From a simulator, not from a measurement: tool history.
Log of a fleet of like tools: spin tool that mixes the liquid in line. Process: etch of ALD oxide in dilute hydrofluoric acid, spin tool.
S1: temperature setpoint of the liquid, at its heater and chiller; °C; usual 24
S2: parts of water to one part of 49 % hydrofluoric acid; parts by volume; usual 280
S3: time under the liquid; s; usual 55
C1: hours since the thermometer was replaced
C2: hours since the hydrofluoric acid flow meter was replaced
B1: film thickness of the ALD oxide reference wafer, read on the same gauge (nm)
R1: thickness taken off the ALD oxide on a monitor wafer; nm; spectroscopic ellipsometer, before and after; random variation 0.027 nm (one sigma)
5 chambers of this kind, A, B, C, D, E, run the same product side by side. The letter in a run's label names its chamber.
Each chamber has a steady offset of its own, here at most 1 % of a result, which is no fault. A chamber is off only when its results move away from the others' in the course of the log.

Run 1B, hour 10.1: usual settings; C1 1168.5; C2 39.2; B1 140.00. Result: R1 4.0616 nm.
Run 2D, hour 15.8: usual settings; C1 151.1; C2 19.3; B1 139.98. Result: R1 3.9881 nm.
Run 3C, hour 23.5: usual settings; C1 123.6; C2 504.2; B1 139.98. Result: R1 4.0086 nm.
Run 4E, hour 32.3: usual settings; C1 299.9; C2 149.9; B1 140.02. Result: R1 4.0216 nm.
Run 5A, hour 37.9: usual settings; C1 1548.4; C2 2592.5; B1 140.03. Result: R1 4.0068 nm.
Run 6B, hour 43.7: usual settings; C1 1202.1; C2 72.8; B1 139.97. Result: R1 4.0854 nm.
Run 7E, hour 51.4: usual settings; C1 319.0; C2 169.0; B1 140.02. Result: R1 4.0572 nm.
At hour 60.0: chamber C: hydrofluoric acid flow meter replaced.
Run 8D, hour 61.4: usual settings; C1 196.7; C2 64.9; B1 140.01. Result: R1 3.9665 nm.
Run 9A, hour 69.5: usual settings; C1 1580.0; C2 2624.1; B1 139.99. Result: R1 3.9705 nm.
Run 10C, hour 80.1: usual settings but S1 22 °C, S2 235 parts by volume; C1 180.2; C2 20.2; B1 139.96. Result: R1 4.6365 nm.
Run 11C, hour 85.7: usual settings but S1 22 °C, S2 235 parts by volume; C1 185.8; C2 25.8; B1 139.99. Result: R1 4.6623 nm.
Run 12D, hour 93.7: usual settings but S1 22 °C, S2 235 parts by volume; C1 229.0; C2 97.2; B1 140.01. Result: R1 4.6954 nm.
Run 13B, hour 100.5: usual settings but S1 22 °C, S2 235 parts by volume; C1 1258.9; C2 129.6; B1 139.97. Result: R1 4.7341 nm.
Run 14E, hour 105.7: usual settings but S1 22 °C, S2 235 parts by volume; C1 373.3; C2 223.3; B1 140.00. Result: R1 4.7390 nm.
Run 15A, hour 114.9: usual settings; C1 1625.4; C2 2669.5; B1 140.01. Result: R1 3.9926 nm.
Run 16E, hour 125.2: usual settings; C1 392.8; C2 242.8; B1 140.00. Result: R1 4.0772 nm.
Run 17B, hour 133.2: usual settings; C1 1291.6; C2 162.3; B1 140.00. Result: R1 4.1080 nm.
At hour 136.4: chamber A: hydrofluoric acid flow meter replaced.
Run 18C, hour 140.0: usual settings; C1 240.1; C2 80.1; B1 140.00. Result: R1 3.9860 nm.
Run 19A, hour 148.9: usual settings; C1 1659.4; C2 12.6; B1 139.98. Result: R1 3.9842 nm.
Run 20D, hour 156.8: usual settings; C1 292.1; C2 160.3; B1 140.01. Result: R1 4.0178 nm.
Run 21A, hour 166.2: usual settings; C1 1676.7; C2 29.9; B1 139.99. Result: R1 4.0422 nm.
Run 22B, hour 171.3: usual settings; C1 1329.7; C2 200.4; B1 140.01. Result: R1 4.1204 nm.
Run 23D, hour 180.1: usual settings; C1 315.4; C2 183.6; B1 139.99. Result: R1 3.9768 nm.
Run 24C, hour 189.2: usual settings; C1 289.3; C2 129.3; B1 139.99. Result: R1 4.0179 nm.
Run 25E, hour 195.0: usual settings; C1 462.6; C2 312.6; B1 140.00. Result: R1 4.0679 nm.
Run 26C, hour 200.1: usual settings; C1 300.2; C2 140.2; B1 139.99. Result: R1 3.9804 nm.
Run 27A, hour 207.4: usual settings; C1 1717.9; C2 71.1; B1 140.02. Result: R1 4.0370 nm.
Run 28D, hour 215.4: usual settings; C1 350.7; C2 218.9; B1 140.02. Result: R1 3.9936 nm.
Run 29B, hour 222.3: usual settings; C1 1380.7; C2 251.4; B1 139.98. Result: R1 4.1635 nm.
Run 30E, hour 231.2: usual settings but S2 345 parts by volume, S3 80 s; C1 498.8; C2 348.8; B1 139.97. Result: R1 4.4382 nm.
Run 31C, hour 236.5: usual settings but S2 345 parts by volume, S3 80 s; C1 336.6; C2 176.6; B1 140.04. Result: R1 4.4637 nm.
Run 32E, hour 245.7: usual settings but S2 345 parts by volume, S3 80 s; C1 513.3; C2 363.3; B1 139.99. Result: R1 4.4840 nm.
Run 33B, hour 252.1: usual settings but S2 345 parts by volume, S3 80 s; C1 1410.5; C2 281.2; B1 140.02. Result: R1 4.6422 nm.
Run 34A, hour 260.3: usual settings but S2 345 parts by volume, S3 80 s; C1 1770.8; C2 124.0; B1 140.01. Result: R1 4.4690 nm.
Run 35D, hour 266.9: usual settings; C1 402.2; C2 270.4; B1 139.99. Result: R1 3.9724 nm.
At hour 269.5: chamber A: thermometer replaced.
Run 36D, hour 272.6: usual settings; C1 407.9; C2 276.1; B1 140.05. Result: R1 4.0166 nm.
Run 37C, hour 281.9: usual settings; C1 382.0; C2 222.0; B1 140.00. Result: R1 4.0729 nm.
Run 38E, hour 288.5: usual settings; C1 556.1; C2 406.1; B1 140.00. Result: R1 4.0536 nm.
Run 39B, hour 294.4: usual settings; C1 1452.8; C2 323.5; B1 139.99. Result: R1 4.1873 nm.
Run 40A, hour 302.1: usual settings; C1 32.6; C2 165.8; B1 140.01. Result: R1 4.0299 nm.
Run 41A, hour 309.5: usual settings; C1 40.0; C2 173.2; B1 140.00. Result: R1 4.0496 nm.
Run 42E, hour 316.3: usual settings; C1 583.9; C2 433.9; B1 140.02. Result: R1 4.0571 nm.
Run 43D, hour 324.7: usual settings; C1 460.0; C2 328.2; B1 139.99. Result: R1 4.0109 nm.
Run 44B, hour 335.5: usual settings; C1 1493.9; C2 364.6; B1 140.00. Result: R1 4.1870 nm.

Next, every chamber runs the same settings. What will each give?
Run 45A, hour 343.3: usual settings but S1 28 °C. Result: R1 ?.
Run 45B, hour 343.3: usual settings but S1 28 °C. Result: R1 ?.
Run 45C, hour 343.3: usual settings but S1 28 °C. Result: R1 ?.
Run 45D, hour 343.3: usual settings but S1 28 °C. Result: R1 ?.
Run 45E, hour 343.3: usual settings but S1 28 °C. Result: R1 ?.

run      R1
45A  4.5912
45B  4.8741
45C  4.5744
45D  4.5762
45E  4.6516

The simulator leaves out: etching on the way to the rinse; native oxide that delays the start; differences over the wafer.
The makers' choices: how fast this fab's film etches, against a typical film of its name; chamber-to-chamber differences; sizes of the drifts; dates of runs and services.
